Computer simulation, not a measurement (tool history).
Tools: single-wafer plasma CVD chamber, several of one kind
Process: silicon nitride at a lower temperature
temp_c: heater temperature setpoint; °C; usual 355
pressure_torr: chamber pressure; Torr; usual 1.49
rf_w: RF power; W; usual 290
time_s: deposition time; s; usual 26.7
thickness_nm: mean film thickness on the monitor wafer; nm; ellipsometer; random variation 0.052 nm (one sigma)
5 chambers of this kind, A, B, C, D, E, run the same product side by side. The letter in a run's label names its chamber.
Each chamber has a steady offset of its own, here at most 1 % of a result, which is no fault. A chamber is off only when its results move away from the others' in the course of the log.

run	day	temp_c	pressure_torr	rf_w	time_s	read-back reference wafer on the same gauge, thickness_nm	thickness_nm
1A	0.342	355	1.49	290	26.7	34.596	29.915
# day 0.538: chamber A: thermocouple changed; heater temperature recalibrated
2D	0.75	355	1.49	290	26.7	34.62	29.913
3C	1.225	355	1.49	290	26.7	34.622	29.947
4E	1.554	355	1.49	290	26.7	34.613	30.043
5B	2.004	355	1.49	290	26.7	34.63	29.855
6D	2.496	355	1.49	290	26.7	34.633	29.986
7C	3.042	355	1.49	290	26.7	34.647	29.947
8A	3.371	355	1.49	290	26.7	34.645	30.005
9B	3.729	355	1.49	290	26.7	34.632	29.87
10E	4.167	355	1.49	290	26.7	34.658	30.039
11D	4.604	355	1.49	290	26.7	34.659	29.778
# day 4.875: chamber C: thermocouple changed; heater temperature recalibrated
12C	4.896	355	1.24	290	28.4	34.679	30.301
13B	5.271	355	1.24	290	28.4	34.662	30.299
14E	5.638	355	1.24	290	28.4	34.683	30.409
15A	6.038	355	1.24	290	28.4	34.68	30.182
16C	6.538	355	1.24	290	28.4	34.7	30.285
# day 6.904: chamber B: capacitance manometer re-zeroed and calibrated
17B	6.908	355	1.49	290	26.7	34.706	29.913
18D	7.35	355	1.72	290	24.4	34.723	28.485
19E	7.767	355	1.72	290	24.4	34.71	28.518
20A	8.254	355	1.72	290	24.4	34.722	28.626
21D	8.8	355	1.72	290	24.4	34.726	28.529
22B	9.067	355	1.72	290	24.4	34.719	28.504
23A	9.362	369	1.49	290	23.3	34.724	26.037
24C	9.725	369	1.49	290	23.3	34.742	26.064
25E	9.988	369	1.49	290	23.3	34.728	26.194
26E	10.421	369	1.49	290	23.3	34.751	26.157
27B	10.662	369	1.49	290	23.3	34.748	25.909
28A	11.188	355	1.49	290	26.7	34.752	30.01
29C	11.642	355	1.49	290	26.7	34.761	30.1
30D	12.117	355	1.49	290	26.7	34.771	29.991
31A	12.542	355	1.49	290	26.7	34.775	30.015
32E	12.9	355	1.49	290	26.7	34.773	30.19
33C	13.242	355	1.49	290	26.7	34.795	30.017
34B	13.792	355	1.49	290	26.7	34.794	30.035
# day 13.912: chamber E: capacitance manometer re-zeroed and calibrated
35D	14.312	364	1.49	235	26.7	34.789	25.778
36B	14.788	364	1.49	235	26.7	34.816	25.987
37E	15.225	364	1.49	235	26.7	34.83	25.967
38D	15.679	364	1.49	235	26.7	34.798	25.842
39C	16.075	364	1.49	235	26.7	34.837	25.9
40A	16.429	355	1.49	290	26.7	34.83	30.173
41E	16.958	355	1.49	290	26.7	34.825	30.266
42A	17.392	341	1.49	290	31.6	34.847	35.888

Next, every chamber runs the same settings. What will each give?
43A	17.783	355	1.49	290	26.7		?
43B	17.783	355	1.49	290	26.7		?
43C	17.783	355	1.49	290	26.7		?
43D	17.783	355	1.49	290	26.7		?
43E	17.783	355	1.49	290	26.7		?

run	thickness_nm
43A	30.18
43B	30.035
43C	30.253
43D	30.048
43E	30.193
